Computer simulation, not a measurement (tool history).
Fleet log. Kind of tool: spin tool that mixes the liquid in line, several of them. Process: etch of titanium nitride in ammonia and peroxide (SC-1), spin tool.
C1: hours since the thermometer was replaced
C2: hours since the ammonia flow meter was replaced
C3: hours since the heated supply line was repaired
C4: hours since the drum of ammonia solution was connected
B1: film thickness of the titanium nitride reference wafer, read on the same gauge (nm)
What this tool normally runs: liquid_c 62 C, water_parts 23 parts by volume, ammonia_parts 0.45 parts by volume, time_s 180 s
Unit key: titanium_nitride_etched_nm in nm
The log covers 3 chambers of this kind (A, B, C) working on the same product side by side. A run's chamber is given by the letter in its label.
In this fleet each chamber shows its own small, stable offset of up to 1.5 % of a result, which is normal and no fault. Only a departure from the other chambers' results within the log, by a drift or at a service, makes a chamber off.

{"run": "1B", "day": 0.1, "liquid_c": 62, "water_parts": 23, "ammonia_parts": 0.45, "time_s": 180, "C1": 662, "C2": 394.1, "C3": 1938.4, "C4": 314, "B1": 110, "titanium_nitride_etched_nm": 13.673}
{"run": "2A", "day": 0.271, "liquid_c": 62, "water_parts": 23, "ammonia_parts": 0.45, "time_s": 180, "C1": 589.8, "C2": 1306.5, "C3": 681.2, "C4": 363.5, "B1": 110.02, "titanium_nitride_etched_nm": 14.166}
{"run": "3C", "day": 0.354, "liquid_c": 62, "water_parts": 23, "ammonia_parts": 0.45, "time_s": 180, "C1": 194.4, "C2": 469.1, "C3": 791.7, "C4": 75.3, "B1": 110, "titanium_nitride_etched_nm": 13.972}
{"run": "4C", "day": 0.496, "liquid_c": 62, "water_parts": 23, "ammonia_parts": 0.45, "time_s": 180, "C1": 197.8, "C2": 472.5, "C3": 795.1, "C4": 78.7, "B1": 110.01, "titanium_nitride_etched_nm": 13.81}
{"run": "5B", "day": 0.625, "liquid_c": 62, "water_parts": 23, "ammonia_parts": 0.45, "time_s": 180, "C1": 674.6, "C2": 406.7, "C3": 1951, "C4": 326.6, "B1": 109.98, "titanium_nitride_etched_nm": 13.743}
{"run": "6A", "day": 0.767, "liquid_c": 62, "water_parts": 23, "ammonia_parts": 0.45, "time_s": 180, "C1": 601.7, "C2": 1318.4, "C3": 693.1, "C4": 375.4, "B1": 109.97, "titanium_nitride_etched_nm": 14.095}
{"run": "7B", "day": 0.929, "liquid_c": 62, "water_parts": 23, "ammonia_parts": 0.45, "time_s": 180, "C1": 681.9, "C2": 414, "C3": 1958.3, "C4": 333.9, "B1": 109.97, "titanium_nitride_etched_nm": 13.77}
{"run": "8C", "day": 1.1, "liquid_c": 62, "water_parts": 23, "ammonia_parts": 0.45, "time_s": 180, "C1": 212.3, "C2": 487, "C3": 809.6, "C4": 93.2, "B1": 110.02, "titanium_nitride_etched_nm": 14}
{"run": "9A", "day": 1.204, "liquid_c": 62, "water_parts": 23, "ammonia_parts": 0.45, "time_s": 180, "C1": 612.2, "C2": 1328.9, "C3": 703.6, "C4": 385.9, "B1": 110.01, "titanium_nitride_etched_nm": 13.795}
{"run": "10B", "day": 1.304, "liquid_c": 62, "water_parts": 23, "ammonia_parts": 0.45, "time_s": 180, "C1": 690.9, "C2": 423, "C3": 1967.3, "C4": 342.9, "B1": 110.02, "titanium_nitride_etched_nm": 13.699}
{"run": "11C", "day": 1.475, "liquid_c": 70, "water_parts": 23, "ammonia_parts": 0.45, "time_s": 135, "C1": 221.3, "C2": 496, "C3": 818.6, "C4": 102.2, "B1": 110, "titanium_nitride_etched_nm": 17.025}
{"run": "12A", "day": 1.579, "liquid_c": 70, "water_parts": 23, "ammonia_parts": 0.45, "time_s": 135, "C1": 621.2, "C2": 1337.9, "C3": 712.6, "C4": 394.9, "B1": 110, "titanium_nitride_etched_nm": 17.216}
{"run": "13C", "day": 1.662, "liquid_c": 70, "water_parts": 23, "ammonia_parts": 0.45, "time_s": 135, "C1": 225.8, "C2": 500.5, "C3": 823.1, "C4": 106.7, "B1": 110, "titanium_nitride_etched_nm": 17.069}
{"run": "14A", "day": 1.788, "liquid_c": 62, "water_parts": 23, "ammonia_parts": 0.45, "time_s": 180, "C1": 626.2, "C2": 1342.9, "C3": 717.6, "C4": 399.9, "B1": 109.96, "titanium_nitride_etched_nm": 14.048}
{"run": "15B", "day": 1.962, "liquid_c": 62, "water_parts": 23, "ammonia_parts": 0.45, "time_s": 180, "C1": 706.7, "C2": 438.8, "C3": 1983.1, "C4": 358.7, "B1": 109.99, "titanium_nitride_etched_nm": 14.038}
{"run": "16C", "day": 2.071, "liquid_c": 54, "water_parts": 23, "ammonia_parts": 0.45, "time_s": 180, "C1": 235.6, "C2": 510.3, "C3": 832.9, "C4": 116.5, "B1": 110.01, "titanium_nitride_etched_nm": 8.2158}
{"run": "17A", "day": 2.196, "liquid_c": 54, "water_parts": 23, "ammonia_parts": 0.45, "time_s": 180, "C1": 636, "C2": 1352.7, "C3": 727.4, "C4": 409.7, "B1": 109.97, "titanium_nitride_etched_nm": 8.3228}
{"run": "18B", "day": 2.333, "liquid_c": 54, "water_parts": 23, "ammonia_parts": 0.45, "time_s": 180, "C1": 715.6, "C2": 447.7, "C3": 1992, "C4": 367.6, "B1": 109.99, "titanium_nitride_etched_nm": 8.4892}
{"run": "19C", "day": 2.417, "liquid_c": 62, "water_parts": 23, "ammonia_parts": 0.45, "time_s": 180, "C1": 243.9, "C2": 518.6, "C3": 841.2, "C4": 124.8, "B1": 109.98, "titanium_nitride_etched_nm": 13.719}
{"run": "20B", "day": 2.508, "liquid_c": 62, "water_parts": 23, "ammonia_parts": 0.45, "time_s": 180, "C1": 719.8, "C2": 451.9, "C3": 1996.2, "C4": 371.8, "B1": 109.99, "titanium_nitride_etched_nm": 14.543}
{"run": "21A", "day": 2.65, "liquid_c": 62, "water_parts": 23, "ammonia_parts": 0.45, "time_s": 180, "C1": 646.9, "C2": 1363.6, "C3": 738.3, "C4": 420.6, "B1": 109.99, "titanium_nitride_etched_nm": 13.918}
{"run": "22B", "day": 2.825, "liquid_c": 62, "water_parts": 34, "ammonia_parts": 0.45, "time_s": 180, "C1": 727.4, "C2": 459.5, "C3": 2003.8, "C4": 379.4, "B1": 110, "titanium_nitride_etched_nm": 11.93}
{"run": "23A", "day": 2.929, "liquid_c": 62, "water_parts": 34, "ammonia_parts": 0.45, "time_s": 180, "C1": 653.6, "C2": 1370.3, "C3": 745, "C4": 427.3, "B1": 110, "titanium_nitride_etched_nm": 11.322}
{"run": "24C", "day": 3.046, "liquid_c": 62, "water_parts": 34, "ammonia_parts": 0.45, "time_s": 180, "C1": 259, "C2": 533.7, "C3": 856.3, "C4": 139.9, "B1": 109.99, "titanium_nitride_etched_nm": 10.996}
{"run": "25C", "day": 3.129, "liquid_c": 62, "water_parts": 23, "ammonia_parts": 0.45, "time_s": 180, "C1": 261, "C2": 535.7, "C3": 858.3, "C4": 141.9, "B1": 110.01, "titanium_nitride_etched_nm": 13.838}
{"run": "26A", "day": 3.225, "liquid_c": 62, "water_parts": 23, "ammonia_parts": 0.45, "time_s": 180, "C1": 660.7, "C2": 1377.4, "C3": 752.1, "C4": 434.4, "B1": 110, "titanium_nitride_etched_nm": 14.06}
{"run": "27B", "day": 3.375, "liquid_c": 62, "water_parts": 23, "ammonia_parts": 0.45, "time_s": 180, "C1": 740.6, "C2": 472.7, "C3": 2017, "C4": 392.6, "B1": 109.96, "titanium_nitride_etched_nm": 15.302}

Has any chamber moved away from the others, gradually or after a service, or does the common gauge drift, or do the chambers differ only by their own small steady offsets? State the chamber and the most likely cause if one applies.

One chamber, B, drifts off from the rest bit by bit.
Likeliest cause: liquid hotter than its thermometer reads (K) = 1.76.

Which of the 4 candidates below, each the usual settings with something changed and its results left as question marks, puts chamber B back in line with what the other chambers give on the usual settings?
Maximum distance from the other chambers' mean on the usual settings for a result to count as in line: titanium_nitride_etched_nm 0.47 nm
{"run": "28B-1", "day": 3.504, "liquid_c": 62.5, "water_parts": 23, "ammonia_parts": 0.45, "time_s": 180, "titanium_nitride_etched_nm": "?"}
{"run": "28B-2", "day": 3.504, "liquid_c": 61.5, "water_parts": 23, "ammonia_parts": 0.45, "time_s": 180, "titanium_nitride_etched_nm": "?"}
{"run": "28B-3", "day": 3.504, "liquid_c": 62.5, "water_parts": 23, "ammonia_parts": 0.45, "time_s": 190, "titanium_nitride_etched_nm": "?"}
{"run": "28B-4", "day": 3.504, "liquid_c": 61.5, "water_parts": 23, "ammonia_parts": 0.45, "time_s": 170, "titanium_nitride_etched_nm": "?"}

The other chambers' mean on the usual settings: titanium_nitride_etched_nm 13.941 nm
run=28B-1 titanium_nitride_etched_nm=15.862
run=28B-2 titanium_nitride_etched_nm=14.887
run=28B-3 titanium_nitride_etched_nm=16.744
run=28B-4 titanium_nitride_etched_nm=14.06
It is 28B-4 that realigns the chamber with its peers.

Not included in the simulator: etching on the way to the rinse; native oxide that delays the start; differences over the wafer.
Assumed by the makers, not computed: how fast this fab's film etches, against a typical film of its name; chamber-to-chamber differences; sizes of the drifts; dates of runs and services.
